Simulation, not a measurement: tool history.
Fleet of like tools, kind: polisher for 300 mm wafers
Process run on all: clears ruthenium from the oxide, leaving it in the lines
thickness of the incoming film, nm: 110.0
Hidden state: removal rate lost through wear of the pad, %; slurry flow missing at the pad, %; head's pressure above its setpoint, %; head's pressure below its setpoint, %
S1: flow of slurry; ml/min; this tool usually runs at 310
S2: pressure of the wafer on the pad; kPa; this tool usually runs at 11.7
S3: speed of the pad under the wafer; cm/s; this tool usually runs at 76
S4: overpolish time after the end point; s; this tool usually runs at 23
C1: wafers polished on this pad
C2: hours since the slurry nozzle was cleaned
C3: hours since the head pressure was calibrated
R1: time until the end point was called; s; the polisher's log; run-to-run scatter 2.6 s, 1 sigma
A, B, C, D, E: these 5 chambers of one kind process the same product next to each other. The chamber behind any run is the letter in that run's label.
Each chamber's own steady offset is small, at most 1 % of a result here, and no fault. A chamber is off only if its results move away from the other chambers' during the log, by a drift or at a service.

run,hour,S1,S2,S3,S4,C1,C2,C3,R1
# hour 3.5: chamber B: slurry nozzle cleaned
1B,4.7,310,11.7,76,23,732,1.2,1312.1,176.92
2E,14.2,310,11.7,76,23,377,414.7,197.6,180.78
# hour 15.6: chamber A: worn pad replaced by a new one
3D,24.7,310,11.7,76,23,484,277.4,378.7,174.85
# hour 29.8: chamber B: worn pad replaced by a new one
4C,34.7,310,11.7,76,23,1246,149.5,160.3,180.46
5A,44.7,310,11.7,76,23,252,131.6,78.0,181.44
# hour 47.7: chamber D: worn pad replaced by a new one
6B,51.9,310,11.7,76,23,191,48.4,1359.3,173.08
7A,60.4,310,11.7,76,23,388,147.3,93.7,176.46
8C,67.9,310,11.7,76,23,1534,182.7,193.5,181.37
# hour 71.7: chamber C: worn pad replaced by a new one
9E,72.9,310,11.7,76,23,885,473.4,256.3,182.21
10D,80.3,310,11.7,76,23,282,333.0,434.3,183.12
11C,86.1,310,11.7,76,23,125,200.9,211.7,173.49
12A,93.0,310,11.7,76,23,670,179.9,126.3,181.11
13D,100.8,310,11.7,76,23,460,353.5,454.8,177.64
14E,106.4,310,11.7,96,23,1175,506.9,289.8,143.73
15B,115.9,310,11.7,96,23,745,112.4,1423.3,142.87
16C,121.4,310,11.7,96,23,430,236.2,247.0,141.45
17E,127.7,310,11.7,96,23,1360,528.2,311.1,141.80
# hour 130.0: chamber B: head pressure recalibrated
18B,137.6,310,11.7,96,23,933,134.1,7.6,152.20
# hour 137.9: chamber A: worn pad replaced by a new one
# hour 138.1: chamber E: worn pad replaced by a new one
# hour 139.4: chamber D: worn pad replaced by a new one
# hour 139.8: chamber B: worn pad replaced by a new one
19D,147.0,310,11.7,76,23,66,399.7,501.0,174.62
20A,152.4,310,11.7,76,23,125,239.3,185.7,181.02
21D,158.6,310,11.7,76,23,167,411.3,512.6,183.18
22B,163.6,410,11.7,76,28,206,160.1,33.6,191.97
23E,168.9,410,11.7,76,28,266,569.4,352.3,172.16
24C,174.7,410,11.7,76,28,892,289.5,300.3,175.34
25A,182.0,410,11.7,76,28,381,268.9,215.3,175.75
26C,187.0,410,11.7,76,28,998,301.8,312.6,169.51
27E,192.9,310,11.7,76,23,474,593.4,376.3,185.76
# hour 197.5: chamber D: slurry nozzle cleaned
28A,202.9,310,11.7,76,23,562,289.8,236.2,178.04
29D,208.5,310,11.7,54,23,598,11.0,562.5,249.21
# hour 214.4: chamber E: head pressure recalibrated
30B,216.6,310,11.7,54,23,664,213.1,86.6,272.55
31E,226.6,310,11.7,54,23,766,627.1,12.2,245.84
# hour 226.7: chamber D: head pressure recalibrated
# hour 235.5: chamber D: worn pad replaced by a new one
32A,236.5,310,11.7,54,23,853,323.4,269.8,257.36
33D,246.9,310,11.7,54,23,98,49.4,20.2,247.72

Decide between three cases: one chamber stands off from its peers, the gauge reading all wafers drifts, or nothing is wrong past each chamber's small offset. Where a chamber is off, say which and what most likely put it there.

Chamber B came out of a service off from its peers and stayed that way.
Likeliest cause: head's pressure below its setpoint, % = 8.44.

Here are 4 candidates for chamber B's next run, each the usual settings with a change, their results left as question marks. Which one brings its results back in line with what the others give on the usual settings?
In line here means within this much of the mean the other chambers give on the usual settings: R1 9.20 s
34B-1,254.4,315,13.8,76,23,,,,?
34B-2,254.4,310,12.4,80,23,,,,?
34B-3,254.4,310,11.0,74,23,,,,?
34B-4,254.4,305,11.7,64,23,,,,?

Usual-settings mean across the other chambers: R1 178.75 s
run,R1
34B-1,166.00
34B-2,175.71
34B-3,213.59
34B-4,232.15
With 34B-2, the chamber falls back in line with the rest.
